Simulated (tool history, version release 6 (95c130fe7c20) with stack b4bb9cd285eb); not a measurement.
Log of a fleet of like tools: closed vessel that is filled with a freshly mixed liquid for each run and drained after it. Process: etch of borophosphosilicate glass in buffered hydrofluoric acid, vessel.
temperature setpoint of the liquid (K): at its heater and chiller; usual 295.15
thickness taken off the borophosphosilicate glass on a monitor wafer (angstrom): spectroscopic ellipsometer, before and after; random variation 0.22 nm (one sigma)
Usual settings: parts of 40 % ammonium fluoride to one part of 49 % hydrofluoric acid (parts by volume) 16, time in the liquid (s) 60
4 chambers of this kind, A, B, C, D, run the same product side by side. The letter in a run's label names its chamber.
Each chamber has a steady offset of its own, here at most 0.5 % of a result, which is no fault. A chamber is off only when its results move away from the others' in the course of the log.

| run | day | temperature setpoint of the liquid (K) | parts of 40 % ammonium fluoride to one part of 49 % hydrofluoric acid (parts by volume) | time in the liquid (s) | hours since the thermometer was replaced | hours since the hydrofluoric acid flow meter was replaced | read-back film thickness of the borophosphosilicate glass reference wafer, read on the same gauge (nm) | thickness taken off the borophosphosilicate glass on a monitor wafer (angstrom) |
|---|---|---|---|---|---|---|---|---|
| 1B | 0.338 | 295.15 | 16 | 60 | 280.3 | 280.6 | 50.011 | 573.69 |
| 2C | 0.571 | 295.15 | 16 | 60 | 1566.8 | 264.5 | 50.001 | 567.91 |
| 3D | 0.938 | 295.15 | 16 | 60 | 238.6 | 746.6 | 49.991 | 573.15 |
| 4A | 1.212 | 295.15 | 16 | 60 | 1416.9 | 485.5 | 50.004 | 571.21 |
| 5A | 1.571 | 295.15 | 16 | 60 | 1425.5 | 494.1 | 49.984 | 572.91 |
| 6D | 1.85 | 295.15 | 16 | 60 | 260.5 | 768.5 | 50.013 | 572.62 |
| 7C | 2.267 | 295.15 | 16 | 60 | 1607.5 | 305.2 | 49.984 | 571.27 |
| 8B | 2.638 | 295.15 | 16 | 60 | 335.5 | 335.8 | 49.992 | 569.71 |
| 9A | 2.904 | 295.15 | 16 | 60 | 1457.5 | 526.1 | 49.998 | 572.74 |
| 10D | 3.15 | 295.15 | 16 | 60 | 291.7 | 799.7 | 49.983 | 568.31 |
| 11B | 3.438 | 295.15 | 16 | 60 | 354.7 | 355 | 49.983 | 570.03 |
| 12C | 3.704 | 295.15 | 16 | 60 | 1642 | 339.7 | 50.007 | 575.46 |
| 13D | 3.967 | 295.15 | 16 | 60 | 311.3 | 819.3 | 49.966 | 568.82 |
| 14B | 4.421 | 295.15 | 16 | 60 | 378.3 | 378.6 | 50.013 | 569.93 |
| 15A | 4.808 | 295.15 | 16 | 60 | 1503.2 | 571.8 | 50.022 | 571.53 |
| 16C | 5.221 | 290.15 | 16 | 75 | 1678.4 | 376.1 | 50.013 | 541.51 |
| 17D | 5.517 | 290.15 | 16 | 75 | 348.5 | 856.5 | 49.99 | 540.05 |
|  | 5.683 | chamber C: thermometer replaced |
| 18C | 5.971 | 290.15 | 16 | 75 | 6.9 | 394.1 | 49.994 | 537.48 |
|  | 6.146 | chamber A: hydrofluoric acid flow meter replaced |
| 19B | 6.283 | 290.15 | 16 | 75 | 423 | 423.3 | 49.971 | 538.37 |
| 20A | 6.683 | 295.15 | 16 | 40 | 1548.2 | 13 | 49.996 | 382.44 |
| 21C | 7.008 | 295.15 | 16 | 40 | 31.8 | 419 | 50.004 | 381.97 |
| 22B | 7.496 | 295.15 | 16 | 40 | 452.1 | 452.4 | 50.005 | 379.78 |
| 23D | 7.912 | 295.15 | 16 | 40 | 406 | 914 | 49.988 | 381.82 |
| 24A | 8.362 | 295.15 | 16 | 60 | 1588.5 | 53.3 | 50.003 | 575.72 |
| 25D | 8.692 | 295.15 | 16 | 60 | 424.7 | 932.7 | 49.998 | 573.56 |
| 26B | 9.025 | 295.15 | 16 | 60 | 488.8 | 489.1 | 49.968 | 571.59 |
| 27A | 9.271 | 295.15 | 16 | 60 | 1610.3 | 75.1 | 50.017 | 576.46 |
| 28C | 9.625 | 295.15 | 16 | 60 | 94.6 | 481.8 | 50.006 | 572.29 |

All 4 chambers run these settings next. Forecast each chamber's results:
| 29A | 9.996 | 295.15 | 16 | 60 |  |  |  | ? |
| 29B | 9.996 | 295.15 | 16 | 60 |  |  |  | ? |
| 29C | 9.996 | 295.15 | 16 | 60 |  |  |  | ? |
| 29D | 9.996 | 295.15 | 16 | 60 |  |  |  | ? |

| run | thickness taken off the borophosphosilicate glass on a monitor wafer (angstrom) |
|---|---|
| 29A | 574.71 |
| 29B | 567.45 |
| 29C | 570.58 |
| 29D | 575.72 |

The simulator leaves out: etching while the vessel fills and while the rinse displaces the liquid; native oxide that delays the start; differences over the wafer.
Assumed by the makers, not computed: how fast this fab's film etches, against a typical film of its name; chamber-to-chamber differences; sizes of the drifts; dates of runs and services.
